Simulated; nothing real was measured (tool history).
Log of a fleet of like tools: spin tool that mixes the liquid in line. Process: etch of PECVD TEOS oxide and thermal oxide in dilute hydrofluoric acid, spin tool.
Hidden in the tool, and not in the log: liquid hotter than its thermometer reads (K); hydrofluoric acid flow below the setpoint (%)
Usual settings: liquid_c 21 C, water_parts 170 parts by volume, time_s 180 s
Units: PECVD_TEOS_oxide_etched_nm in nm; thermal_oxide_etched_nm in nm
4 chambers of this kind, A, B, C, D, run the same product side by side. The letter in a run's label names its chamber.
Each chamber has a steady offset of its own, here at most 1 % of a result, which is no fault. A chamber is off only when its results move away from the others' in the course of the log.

| run | day | liquid_c | water_parts | time_s | hours since the thermometer was replaced | hours since the hydrofluoric acid flow meter was replaced | read-back film thickness of the PECVD TEOS oxide reference wafer, read on the same gauge (nm) | read-back film thickness of the thermal oxide reference wafer, read on the same gauge (nm) | PECVD_TEOS_oxide_etched_nm | thermal_oxide_etched_nm |
|---|---|---|---|---|---|---|---|---|---|---|
| 1C | 0.521 | 21 | 170 | 180 | 586.9 | 578.4 | 40.001 | 90.013 | 13.572 | 3.9982 |
| 2D | 0.867 | 21 | 170 | 180 | 1536.8 | 809.3 | 40.042 | 89.997 | 13.546 | 4.0216 |
| 3A | 1.542 | 21 | 170 | 180 | 1640.4 | 540.3 | 39.983 | 89.966 | 13.738 | 4.0393 |
| 4B | 1.854 | 21 | 170 | 180 | 1504.5 | 596.9 | 39.989 | 89.962 | 14.075 | 4.0853 |
| 5D | 2.35 | 21 | 170 | 180 | 1572.4 | 844.9 | 40.034 | 89.973 | 13.508 | 4.0527 |
| 6C | 2.988 | 17.5 | 250 | 180 | 646.1 | 637.6 | 40 | 90.042 | 7.473 | 2.2011 |
| 7A | 3.496 | 17.5 | 250 | 180 | 1687.3 | 587.2 | 39.969 | 90.005 | 7.4697 | 2.2543 |
| 8B | 3.979 | 17.5 | 250 | 180 | 1555.5 | 647.9 | 39.994 | 89.963 | 7.6093 | 2.2533 |
| 9B | 4.3 | 17.5 | 250 | 180 | 1563.2 | 655.6 | 39.971 | 89.955 | 7.6786 | 2.2299 |
| 10D | 4.617 | 21 | 170 | 180 | 1626.8 | 899.3 | 39.996 | 89.962 | 13.544 | 4.0183 |
|  | 4.742 | chamber A: hydrofluoric acid flow meter replaced |
| 11C | 5.15 | 21 | 170 | 180 | 698 | 689.5 | 39.992 | 89.981 | 13.482 | 3.9981 |
| 12A | 5.783 | 21 | 170 | 180 | 1742.2 | 25 | 40.026 | 89.961 | 13.539 | 4.0905 |
| 13C | 6.133 | 21 | 170 | 180 | 721.6 | 713.1 | 40.013 | 89.992 | 13.452 | 4.0251 |
| 14D | 6.721 | 21 | 170 | 180 | 1677.3 | 949.8 | 40.025 | 89.981 | 13.659 | 4.0007 |
| 15B | 7.175 | 21 | 170 | 180 | 1632.2 | 724.6 | 39.964 | 89.998 | 14.073 | 4.0941 |
| 16A | 7.504 | 21 | 170 | 180 | 1783.5 | 66.3 | 40.028 | 89.998 | 13.868 | 4.0537 |
| 17B | 7.871 | 21 | 170 | 235 | 1648.9 | 741.3 | 39.994 | 90.013 | 18.251 | 5.3775 |
| 18C | 8.5 | 21 | 170 | 235 | 778.4 | 769.9 | 40.048 | 90.016 | 17.853 | 5.2167 |
| 19A | 8.933 | 21 | 170 | 235 | 1817.8 | 100.6 | 39.971 | 90.006 | 17.907 | 5.3287 |
| 20D | 9.379 | 21 | 170 | 235 | 1741.1 | 1013.6 | 40.007 | 90.003 | 17.718 | 5.2485 |
| 21D | 10.046 | 21 | 170 | 180 | 1757.1 | 1029.6 | 40.025 | 90.014 | 13.465 | 3.9921 |
| 22A | 10.412 | 21 | 170 | 180 | 1853.3 | 136.1 | 39.96 | 90.01 | 13.893 | 4.1362 |
| 23B | 10.792 | 21 | 170 | 180 | 1719 | 811.4 | 39.958 | 89.975 | 13.974 | 4.1102 |
| 24C | 11.2 | 21 | 170 | 180 | 843.2 | 834.7 | 40.033 | 89.983 | 13.725 | 4.0284 |
| 25D | 11.633 | 21 | 170 | 180 | 1795.2 | 1067.7 | 39.981 | 90.033 | 13.664 | 4.0464 |
| 26A | 12.188 | 21 | 170 | 180 | 1895.9 | 178.7 | 40.03 | 89.93 | 13.862 | 4.1186 |
| 27C | 12.75 | 21 | 170 | 180 | 880.4 | 871.9 | 40.045 | 89.982 | 13.444 | 4.0421 |
| 28B | 13.304 | 21 | 170 | 180 | 1779.3 | 871.7 | 39.983 | 89.961 | 14.052 | 4.0472 |
| 29D | 13.975 | 21 | 170 | 180 | 1851.4 | 1123.9 | 40.006 | 90.034 | 13.679 | 4.0103 |
| 30C | 14.592 | 21 | 170 | 180 | 924.6 | 916.1 | 39.966 | 90.065 | 13.696 | 4.0003 |
| 31B | 15.004 | 21 | 170 | 180 | 1820.1 | 912.5 | 40.032 | 90.024 | 13.952 | 4.0571 |
| 32A | 15.533 | 21 | 170 | 180 | 1976.2 | 259 | 39.998 | 90.013 | 14.416 | 4.2247 |
| 33C | 15.871 | 21 | 170 | 180 | 955.3 | 946.8 | 40.015 | 90.02 | 13.673 | 4.0069 |
| 34D | 16.429 | 21 | 170 | 180 | 1910.3 | 1182.8 | 40.022 | 90.004 | 13.847 | 3.9824 |
| 35B | 16.804 | 21 | 170 | 180 | 1863.3 | 955.7 | 39.995 | 89.975 | 14.096 | 4.0962 |
| 36A | 17.296 | 21 | 170 | 180 | 2018.5 | 301.3 | 39.999 | 90.023 | 14.33 | 4.2481 |
| 37A | 17.612 | 21 | 170 | 180 | 2026.1 | 308.9 | 40.008 | 90.058 | 14.503 | 4.249 |
| 38B | 18.046 | 21 | 170 | 180 | 1893.1 | 985.5 | 40.039 | 90.005 | 14.05 | 4.1171 |
| 39D | 18.454 | 21 | 170 | 280 | 1958.9 | 1231.4 | 39.992 | 89.99 | 20.921 | 6.2825 |
| 40C | 19.021 | 21 | 170 | 280 | 1030.9 | 1022.4 | 39.991 | 90.007 | 21.226 | 6.2242 |

Is one chamber off against the others, does the gauge drift, or is nothing wrong? If a chamber is off, say which, and what the likeliest cause is.

Chamber A drifts away from the others.
Cause: liquid hotter than its thermometer reads (K) = 1.63.
The log may not tell that from: hydrofluoric acid flow above the setpoint (%).

Here are 4 candidates for chamber A's next run, each the usual settings with a change, their results left as question marks. Which one brings its results back in line with what the others give on the usual settings?
In line means no further than this from the other chambers' mean on the usual settings: PECVD_TEOS_oxide_etched_nm 0.48 nm; thermal_oxide_etched_nm 0.074 nm
| 41A-1 | 19.512 | 21 | 175 | 175 |  |  |  |  | ? | ? |
| 41A-2 | 19.512 | 21 | 165 | 185 |  |  |  |  | ? | ? |
| 41A-3 | 19.512 | 21 | 170 | 175 |  |  |  |  | ? | ? |
| 41A-4 | 19.512 | 21 | 170 | 185 |  |  |  |  | ? | ? |

The other chambers' mean on the usual settings: PECVD_TEOS_oxide_etched_nm 13.697 nm; thermal_oxide_etched_nm 4.0339 nm
| run | PECVD_TEOS_oxide_etched_nm | thermal_oxide_etched_nm |
|---|---|---|
| 41A-1 | 13.722 | 4.0492 |
| 41A-2 | 15.537 | 4.5848 |
| 41A-3 | 14.195 | 4.1888 |
| 41A-4 | 15.006 | 4.4282 |
41A-1 brings the chamber back in line.
